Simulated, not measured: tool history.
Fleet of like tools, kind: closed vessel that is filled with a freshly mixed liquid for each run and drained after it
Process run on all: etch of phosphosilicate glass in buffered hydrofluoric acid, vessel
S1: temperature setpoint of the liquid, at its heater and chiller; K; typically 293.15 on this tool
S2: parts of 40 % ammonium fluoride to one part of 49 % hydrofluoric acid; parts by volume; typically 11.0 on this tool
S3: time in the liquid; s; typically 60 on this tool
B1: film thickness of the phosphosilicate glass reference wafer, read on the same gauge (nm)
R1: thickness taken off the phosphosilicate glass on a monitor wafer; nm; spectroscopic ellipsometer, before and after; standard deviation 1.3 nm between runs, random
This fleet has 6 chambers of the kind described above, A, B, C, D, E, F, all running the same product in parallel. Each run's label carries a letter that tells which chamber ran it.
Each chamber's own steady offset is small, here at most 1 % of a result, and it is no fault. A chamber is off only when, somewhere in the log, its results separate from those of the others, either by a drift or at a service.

{"run": "1F", "hour": 7.9, "S1": 293.15, "S2": 11.0, "S3": 60, "B1": 30.002, "R1": 299.91}
{"run": "2D", "hour": 16.7, "S1": 293.15, "S2": 11.0, "S3": 60, "B1": 30.004, "R1": 299.97}
{"run": "3E", "hour": 29.6, "S1": 293.15, "S2": 11.0, "S3": 60, "B1": 30.008, "R1": 299.0}
{"run": "4A", "hour": 41.0, "S1": 293.15, "S2": 11.0, "S3": 60, "B1": 29.989, "R1": 304.99}
{"run": "5B", "hour": 52.9, "S1": 293.15, "S2": 11.0, "S3": 60, "B1": 29.99, "R1": 300.15}
{"run": "6C", "hour": 62.4, "S1": 293.15, "S2": 9.5, "S3": 60, "B1": 30.024, "R1": 343.14}
{"run": "7F", "hour": 69.4, "S1": 293.15, "S2": 9.5, "S3": 60, "B1": 29.982, "R1": 342.46}
{"run": "8B", "hour": 83.3, "S1": 293.15, "S2": 9.5, "S3": 60, "B1": 30.042, "R1": 343.49}
{"run": "9C", "hour": 90.0, "S1": 293.15, "S2": 9.5, "S3": 60, "B1": 30.021, "R1": 343.81}
{"run": "10E", "hour": 100.3, "S1": 293.15, "S2": 9.5, "S3": 60, "B1": 29.99, "R1": 337.55}
{"run": "11D", "hour": 113.6, "S1": 293.15, "S2": 9.5, "S3": 60, "B1": 30.024, "R1": 339.13}
{"run": "12A", "hour": 123.7, "S1": 293.15, "S2": 11.0, "S3": 60, "B1": 29.991, "R1": 301.86}
{"run": "13E", "hour": 134.6, "S1": 293.15, "S2": 11.0, "S3": 60, "B1": 29.987, "R1": 298.27}
{"run": "14C", "hour": 147.8, "S1": 293.15, "S2": 11.0, "S3": 60, "B1": 29.946, "R1": 303.57}
{"hour": 156.7, "done": "chamber B: hydrofluoric acid flow meter replaced"}
{"run": "15A", "hour": 157.5, "S1": 293.15, "S2": 11.0, "S3": 60, "B1": 30.008, "R1": 302.13}
{"run": "16D", "hour": 164.0, "S1": 293.15, "S2": 11.0, "S3": 60, "B1": 30.012, "R1": 302.23}
{"run": "17F", "hour": 174.4, "S1": 293.15, "S2": 11.0, "S3": 60, "B1": 30.018, "R1": 301.59}
{"run": "18B", "hour": 186.6, "S1": 293.15, "S2": 11.0, "S3": 60, "B1": 29.995, "R1": 305.85}
{"run": "19C", "hour": 194.8, "S1": 290.15, "S2": 11.0, "S3": 75, "B1": 30.063, "R1": 317.12}
{"run": "20F", "hour": 201.4, "S1": 290.15, "S2": 11.0, "S3": 75, "B1": 29.998, "R1": 315.94}
{"run": "21E", "hour": 211.1, "S1": 290.15, "S2": 11.0, "S3": 75, "B1": 30.031, "R1": 315.7}
{"run": "22D", "hour": 224.2, "S1": 290.15, "S2": 11.0, "S3": 75, "B1": 29.96, "R1": 316.98}
{"run": "23B", "hour": 230.9, "S1": 290.15, "S2": 11.0, "S3": 75, "B1": 30.009, "R1": 324.95}
{"run": "24A", "hour": 239.1, "S1": 290.15, "S2": 11.0, "S3": 75, "B1": 29.998, "R1": 318.84}
{"run": "25F", "hour": 252.5, "S1": 293.15, "S2": 11.0, "S3": 60, "B1": 29.979, "R1": 298.66}
{"run": "26A", "hour": 265.3, "S1": 293.15, "S2": 11.0, "S3": 35, "B1": 30.051, "R1": 176.58}
{"run": "27E", "hour": 275.2, "S1": 293.15, "S2": 11.0, "S3": 35, "B1": 29.979, "R1": 174.58}
{"run": "28D", "hour": 282.4, "S1": 293.15, "S2": 11.0, "S3": 35, "B1": 30.019, "R1": 175.94}
{"run": "29C", "hour": 292.0, "S1": 293.15, "S2": 11.0, "S3": 35, "B1": 29.977, "R1": 175.5}
{"run": "30B", "hour": 300.2, "S1": 293.15, "S2": 11.0, "S3": 35, "B1": 30.014, "R1": 181.92}
{"run": "31E", "hour": 309.3, "S1": 293.15, "S2": 11.0, "S3": 35, "B1": 30.0, "R1": 173.44}
{"run": "32B", "hour": 322.7, "S1": 293.15, "S2": 14.5, "S3": 35, "B1": 29.992, "R1": 138.65}
{"run": "33D", "hour": 334.9, "S1": 293.15, "S2": 14.5, "S3": 35, "B1": 30.001, "R1": 133.47}
{"run": "34C", "hour": 343.5, "S1": 293.15, "S2": 14.5, "S3": 35, "B1": 29.988, "R1": 134.4}
{"run": "35F", "hour": 353.7, "S1": 293.15, "S2": 14.5, "S3": 35, "B1": 30.025, "R1": 132.94}
{"hour": 362.8, "done": "chamber F: hydrofluoric acid flow meter replaced"}
{"run": "36A", "hour": 366.8, "S1": 293.15, "S2": 14.5, "S3": 35, "B1": 29.971, "R1": 134.36}
{"run": "37B", "hour": 380.7, "S1": 293.15, "S2": 14.5, "S3": 35, "B1": 30.016, "R1": 138.86}
{"run": "38E", "hour": 391.7, "S1": 293.15, "S2": 11.0, "S3": 60, "B1": 29.996, "R1": 301.91}
{"run": "39F", "hour": 397.7, "S1": 293.15, "S2": 11.0, "S3": 60, "B1": 29.988, "R1": 300.53}
{"hour": 401.2, "done": "chamber D: thermometer replaced"}
{"run": "40D", "hour": 408.2, "S1": 293.15, "S2": 11.0, "S3": 60, "B1": 29.987, "R1": 299.08}
{"run": "41C", "hour": 418.9, "S1": 293.15, "S2": 11.0, "S3": 60, "B1": 29.969, "R1": 302.33}
{"run": "42A", "hour": 428.0, "S1": 293.15, "S2": 11.0, "S3": 60, "B1": 30.021, "R1": 303.75}
{"run": "43A", "hour": 435.7, "S1": 293.15, "S2": 11.0, "S3": 60, "B1": 29.984, "R1": 301.65}

Predict what each chamber gives when all 6 of them run the settings below next.
{"run": "44A", "hour": 445.7, "S1": 293.15, "S2": 11.0, "S3": 60, "R1": "?"}
{"run": "44B", "hour": 445.7, "S1": 293.15, "S2": 11.0, "S3": 60, "R1": "?"}
{"run": "44C", "hour": 445.7, "S1": 293.15, "S2": 11.0, "S3": 60, "R1": "?"}
{"run": "44D", "hour": 445.7, "S1": 293.15, "S2": 11.0, "S3": 60, "R1": "?"}
{"run": "44E", "hour": 445.7, "S1": 293.15, "S2": 11.0, "S3": 60, "R1": "?"}
{"run": "44F", "hour": 445.7, "S1": 293.15, "S2": 11.0, "S3": 60, "R1": "?"}

run=44A R1=304.48
run=44B R1=316.49
run=44C R1=303.23
run=44D R1=300.96
run=44E R1=300.97
run=44F R1=301.18
